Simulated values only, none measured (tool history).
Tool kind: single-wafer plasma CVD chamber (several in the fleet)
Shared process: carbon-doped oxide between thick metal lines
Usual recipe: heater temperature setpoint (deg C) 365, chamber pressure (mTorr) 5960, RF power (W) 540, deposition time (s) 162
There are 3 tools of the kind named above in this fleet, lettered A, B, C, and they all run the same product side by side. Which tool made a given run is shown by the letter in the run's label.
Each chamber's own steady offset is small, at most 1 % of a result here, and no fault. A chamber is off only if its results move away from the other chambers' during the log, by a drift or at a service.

| run | hour | heater temperature setpoint (deg C) | chamber pressure (mTorr) | RF power (W) | deposition time (s) | read-back reference wafer on the same gauge, thickness_nm | mean film thickness on the monitor wafer (nm) |
|---|---|---|---|---|---|---|---|
|  | 7.3 | chamber C: capacitance manometer re-zeroed and calibrated |
|  | 10.3 | chamber C: thermocouple changed; heater temperature recalibrated |
| 1B | 12.9 | 365 | 5960 | 540 | 162 | 895.29 | 842.30 |
| 2A | 20.3 | 365 | 5960 | 540 | 162 | 895.23 | 843.36 |
|  | 23.7 | chamber A: RF generator calibrated |
| 3C | 32.1 | 365 | 5960 | 540 | 162 | 895.01 | 848.94 |
| 4C | 39.2 | 365 | 5960 | 540 | 162 | 894.77 | 846.41 |
| 5B | 52.9 | 365 | 5960 | 540 | 162 | 895.05 | 840.22 |
| 6A | 60.2 | 365 | 4840 | 540 | 152 | 894.93 | 767.41 |
| 7C | 75.6 | 365 | 4840 | 540 | 152 | 895.15 | 767.90 |
|  | 80.4 | chamber B: thermocouple changed; heater temperature recalibrated |
| 8A | 89.6 | 365 | 4840 | 540 | 152 | 895.39 | 768.28 |
| 9B | 99.7 | 365 | 4770 | 610 | 162 | 894.67 | 880.14 |
| 10C | 110.4 | 365 | 4770 | 610 | 162 | 894.92 | 874.97 |
| 11A | 118.6 | 365 | 4770 | 610 | 162 | 894.99 | 871.65 |
| 12B | 127.5 | 365 | 4710 | 540 | 162 | 895.19 | 816.82 |
| 13C | 141.2 | 365 | 4710 | 540 | 162 | 894.93 | 806.67 |
| 14B | 148.9 | 365 | 4710 | 540 | 162 | 895.09 | 815.26 |
| 15A | 156.5 | 365 | 5960 | 540 | 162 | 894.58 | 840.97 |
| 16C | 172.1 | 365 | 5960 | 540 | 162 | 895.35 | 830.74 |
| 17A | 183.5 | 365 | 5960 | 540 | 162 | 894.89 | 840.31 |
| 18B | 192.2 | 365 | 5960 | 540 | 162 | 895.48 | 844.21 |
| 19C | 200.5 | 365 | 5960 | 540 | 162 | 895.17 | 830.47 |
| 20B | 212.5 | 378 | 5960 | 540 | 145 | 895.04 | 734.88 |
| 21A | 219.6 | 378 | 5960 | 540 | 145 | 895.26 | 735.72 |
| 22B | 235.4 | 378 | 5960 | 540 | 145 | 895.50 | 736.16 |
| 23A | 247.4 | 365 | 5960 | 540 | 162 | 894.96 | 841.51 |
| 24C | 258.3 | 365 | 5960 | 540 | 162 | 894.69 | 822.39 |

Decide between three cases: one chamber stands off from its peers, the gauge reading all wafers drifts, or nothing is wrong past each chamber's small offset. Where a chamber is off, say which and what most likely put it there.

Little by little, chamber C moves away from the other chambers.
Likeliest cause: delivered RF power below the setpoint (%) = 4.61.

Chamber C could run next with any of the 4 candidate recipes listed below; each alters the usual settings, and their results appear as question marks. Which one brings its results back in line with what the other chambers deliver on the usual settings?
Allowed miss from the other chambers' usual-settings mean, per result, to count as in line: mean film thickness on the monitor wafer (nm) 6.70
| 25C-1 | 269.9 | 365 | 5960 | 540 | 164 |  | ? |
| 25C-2 | 269.9 | 365 | 5950 | 540 | 160 |  | ? |
| 25C-3 | 269.9 | 366 | 5960 | 520 | 162 |  | ? |
| 25C-4 | 269.9 | 359 | 6510 | 540 | 162 |  | ? |

What the other chambers average on the usual settings: mean film thickness on the monitor wafer (nm) 841.78
| run | mean film thickness on the monitor wafer (nm) |
|---|---|
| 25C-1 | 831.20 |
| 25C-2 | 810.84 |
| 25C-3 | 800.51 |
| 25C-4 | 840.78 |
25C-4 puts the chamber back in line with the other chambers.

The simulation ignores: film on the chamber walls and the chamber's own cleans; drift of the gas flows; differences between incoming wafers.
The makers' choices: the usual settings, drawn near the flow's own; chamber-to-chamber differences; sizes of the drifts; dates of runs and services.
